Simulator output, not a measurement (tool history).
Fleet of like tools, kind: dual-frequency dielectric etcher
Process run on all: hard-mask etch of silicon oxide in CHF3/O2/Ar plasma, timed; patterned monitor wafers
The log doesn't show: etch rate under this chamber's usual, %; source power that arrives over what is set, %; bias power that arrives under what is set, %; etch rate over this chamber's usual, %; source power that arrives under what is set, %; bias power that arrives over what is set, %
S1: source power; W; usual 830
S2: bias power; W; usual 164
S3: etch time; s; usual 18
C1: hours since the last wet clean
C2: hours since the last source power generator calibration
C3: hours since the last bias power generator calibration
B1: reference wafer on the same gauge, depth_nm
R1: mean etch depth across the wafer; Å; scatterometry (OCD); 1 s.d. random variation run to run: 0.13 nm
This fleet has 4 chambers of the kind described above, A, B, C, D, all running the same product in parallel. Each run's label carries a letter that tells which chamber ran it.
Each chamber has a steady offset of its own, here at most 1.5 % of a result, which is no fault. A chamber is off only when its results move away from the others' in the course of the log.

{"run": "1D", "hour": 8.0, "S1": 830, "S2": 164, "S3": 18, "C1": 106.3, "C2": 1143.2, "C3": 3152.5, "B1": 40.996, "R1": 391.25}
{"run": "2B", "hour": 20.3, "S1": 830, "S2": 164, "S3": 18, "C1": 157.2, "C2": 494.7, "C3": 3649.8, "B1": 41.02, "R1": 388.9}
{"run": "3A", "hour": 28.7, "S1": 830, "S2": 164, "S3": 18, "C1": 260.4, "C2": 738.3, "C3": 1930.8, "B1": 40.99, "R1": 386.19}
{"run": "4C", "hour": 39.5, "S1": 830, "S2": 164, "S3": 18, "C1": 207.3, "C2": 285, "C3": 994, "B1": 41.032, "R1": 393.92}
{"run": "5C", "hour": 53.5, "S1": 830, "S2": 164, "S3": 18, "C1": 221.3, "C2": 299, "C3": 1008, "B1": 40.991, "R1": 392.94}
{"run": "6A", "hour": 61.2, "S1": 830, "S2": 164, "S3": 18, "C1": 292.9, "C2": 770.8, "C3": 1963.3, "B1": 40.972, "R1": 385.67}
{"run": "7B", "hour": 69.6, "S1": 830, "S2": 164, "S3": 18, "C1": 206.5, "C2": 544, "C3": 3699.1, "B1": 40.995, "R1": 386.67}
{"run": "8D", "hour": 77.5, "S1": 830, "S2": 199, "S3": 20.5, "C1": 175.8, "C2": 1212.7, "C3": 3222, "B1": 41.003, "R1": 476.53}
{"run": "9C", "hour": 85.8, "S1": 830, "S2": 199, "S3": 20.5, "C1": 253.6, "C2": 331.3, "C3": 1040.3, "B1": 40.993, "R1": 477.05}
{"run": "10A", "hour": 96.6, "S1": 830, "S2": 199, "S3": 20.5, "C1": 328.3, "C2": 806.2, "C3": 1998.7, "B1": 40.991, "R1": 466.56}
{"run": "11B", "hour": 107.3, "S1": 830, "S2": 199, "S3": 20.5, "C1": 244.2, "C2": 581.7, "C3": 3736.8, "B1": 41.022, "R1": 469.76}
{"run": "12D", "hour": 121.9, "S1": 830, "S2": 164, "S3": 20, "C1": 220.2, "C2": 1257.1, "C3": 3266.4, "B1": 41.015, "R1": 436.84}
{"run": "13A", "hour": 133.4, "S1": 830, "S2": 164, "S3": 20, "C1": 365.1, "C2": 843, "C3": 2035.5, "B1": 40.988, "R1": 428.22}
{"run": "14B", "hour": 145.9, "S1": 830, "S2": 164, "S3": 20, "C1": 282.8, "C2": 620.3, "C3": 3775.4, "B1": 40.992, "R1": 430.66}
{"run": "15D", "hour": 154.9, "S1": 830, "S2": 164, "S3": 20, "C1": 253.2, "C2": 1290.1, "C3": 3299.4, "B1": 41.006, "R1": 437.31}
{"hour": 155.7, "done": "chamber A: wet clean of the chamber"}
{"run": "16C", "hour": 168.2, "S1": 830, "S2": 164, "S3": 18, "C1": 336, "C2": 413.7, "C3": 1122.7, "B1": 40.998, "R1": 391.62}
{"run": "17A", "hour": 181.5, "S1": 630, "S2": 131, "S3": 18, "C1": 25.8, "C2": 891.1, "C3": 2083.6, "B1": 40.987, "R1": 313.26}
{"run": "18D", "hour": 188.9, "S1": 630, "S2": 131, "S3": 18, "C1": 287.2, "C2": 1324.1, "C3": 3333.4, "B1": 41.008, "R1": 328.64}
{"run": "19C", "hour": 203.8, "S1": 630, "S2": 131, "S3": 18, "C1": 371.6, "C2": 449.3, "C3": 1158.3, "B1": 40.969, "R1": 327.61}
{"run": "20B", "hour": 214.3, "S1": 630, "S2": 131, "S3": 18, "C1": 351.2, "C2": 688.7, "C3": 3843.8, "B1": 41.008, "R1": 326.18}
{"run": "21A", "hour": 227.4, "S1": 830, "S2": 164, "S3": 18, "C1": 71.7, "C2": 937, "C3": 2129.5, "B1": 40.977, "R1": 374.22}
{"run": "22D", "hour": 237.5, "S1": 830, "S2": 164, "S3": 18, "C1": 335.8, "C2": 1372.7, "C3": 3382, "B1": 41.012, "R1": 393.27}
{"run": "23B", "hour": 248.2, "S1": 830, "S2": 164, "S3": 18, "C1": 385.1, "C2": 722.6, "C3": 3877.7, "B1": 41.014, "R1": 386.77}
{"run": "24C", "hour": 259.5, "S1": 830, "S2": 164, "S3": 18, "C1": 427.3, "C2": 505, "C3": 1214, "B1": 40.984, "R1": 393.38}
{"run": "25A", "hour": 274.2, "S1": 830, "S2": 164, "S3": 18, "C1": 118.5, "C2": 983.8, "C3": 2176.3, "B1": 41.029, "R1": 374.9}
{"run": "26B", "hour": 287.9, "S1": 830, "S2": 164, "S3": 18, "C1": 424.8, "C2": 762.3, "C3": 3917.4, "B1": 41.011, "R1": 387.97}
{"hour": 289.7, "done": "chamber B: wet clean of the chamber"}
{"run": "27D", "hour": 297.7, "S1": 830, "S2": 164, "S3": 18, "C1": 396, "C2": 1432.9, "C3": 3442.2, "B1": 41.008, "R1": 393.39}
{"run": "28C", "hour": 312.3, "S1": 830, "S2": 164, "S3": 18, "C1": 480.1, "C2": 557.8, "C3": 1266.8, "B1": 41.018, "R1": 392.8}
{"run": "29D", "hour": 322.4, "S1": 830, "S2": 164, "S3": 18, "C1": 420.7, "C2": 1457.6, "C3": 3466.9, "B1": 41.016, "R1": 394.94}
{"run": "30A", "hour": 329.4, "S1": 640, "S2": 193, "S3": 18, "C1": 173.7, "C2": 1039, "C3": 2231.5, "B1": 40.995, "R1": 356.31}
{"run": "31C", "hour": 339.6, "S1": 640, "S2": 193, "S3": 18, "C1": 507.4, "C2": 585.1, "C3": 1294.1, "B1": 41.037, "R1": 372.88}
{"run": "32B", "hour": 353.7, "S1": 640, "S2": 193, "S3": 18, "C1": 64, "C2": 828.1, "C3": 3983.2, "B1": 41.012, "R1": 371.84}
{"run": "33A", "hour": 367.9, "S1": 640, "S2": 193, "S3": 18, "C1": 212.2, "C2": 1077.5, "C3": 2270, "B1": 41.01, "R1": 356.6}
{"hour": 376.7, "done": "chamber D: wet clean of the chamber"}
{"run": "34B", "hour": 380.2, "S1": 830, "S2": 164, "S3": 18, "C1": 90.5, "C2": 854.6, "C3": 4009.7, "B1": 41.005, "R1": 389.5}
{"run": "35D", "hour": 394.1, "S1": 830, "S2": 164, "S3": 18, "C1": 17.4, "C2": 1529.3, "C3": 3538.6, "B1": 41.009, "R1": 393.5}
{"run": "36C", "hour": 400.9, "S1": 830, "S2": 164, "S3": 18, "C1": 568.7, "C2": 646.4, "C3": 1355.4, "B1": 40.994, "R1": 392.67}
{"run": "37A", "hour": 409.7, "S1": 830, "S2": 164, "S3": 18, "C1": 254, "C2": 1119.3, "C3": 2311.8, "B1": 40.966, "R1": 378.32}
{"run": "38D", "hour": 421.5, "S1": 830, "S2": 164, "S3": 18, "C1": 44.8, "C2": 1556.7, "C3": 3566, "B1": 40.98, "R1": 394.33}

Has any chamber moved away from the others, gradually or after a service, or does the common gauge drift, or do the chambers differ only by their own small steady offsets? State the chamber and the most likely cause if one applies.

The work done on chamber A during a service left it standing apart from the others.
Cause: etch rate under this chamber's usual, % = 2.73.

Here are 4 candidates for chamber A's next run, each the usual settings with a change, their results left as question marks. Which one brings its results back in line with what the others give on the usual settings?
Counts as in line when no further than this from what the other chambers average on the usual settings: R1 4.6 Å
{"run": "39A-1", "hour": 432.2, "S1": 830, "S2": 142, "S3": 18, "R1": "?"}
{"run": "39A-2", "hour": 432.2, "S1": 920, "S2": 178, "S3": 18, "R1": "?"}
{"run": "39A-3", "hour": 432.2, "S1": 920, "S2": 164, "S3": 18, "R1": "?"}
{"run": "39A-4", "hour": 432.2, "S1": 830, "S2": 133, "S3": 18, "R1": "?"}

What the other chambers average on the usual settings: R1 391.05 Å
run=39A-1 R1=358.18
run=39A-2 R1=400.79
run=39A-3 R1=390.31
run=39A-4 R1=350.97
39A-3 puts the chamber back in line with the other chambers.
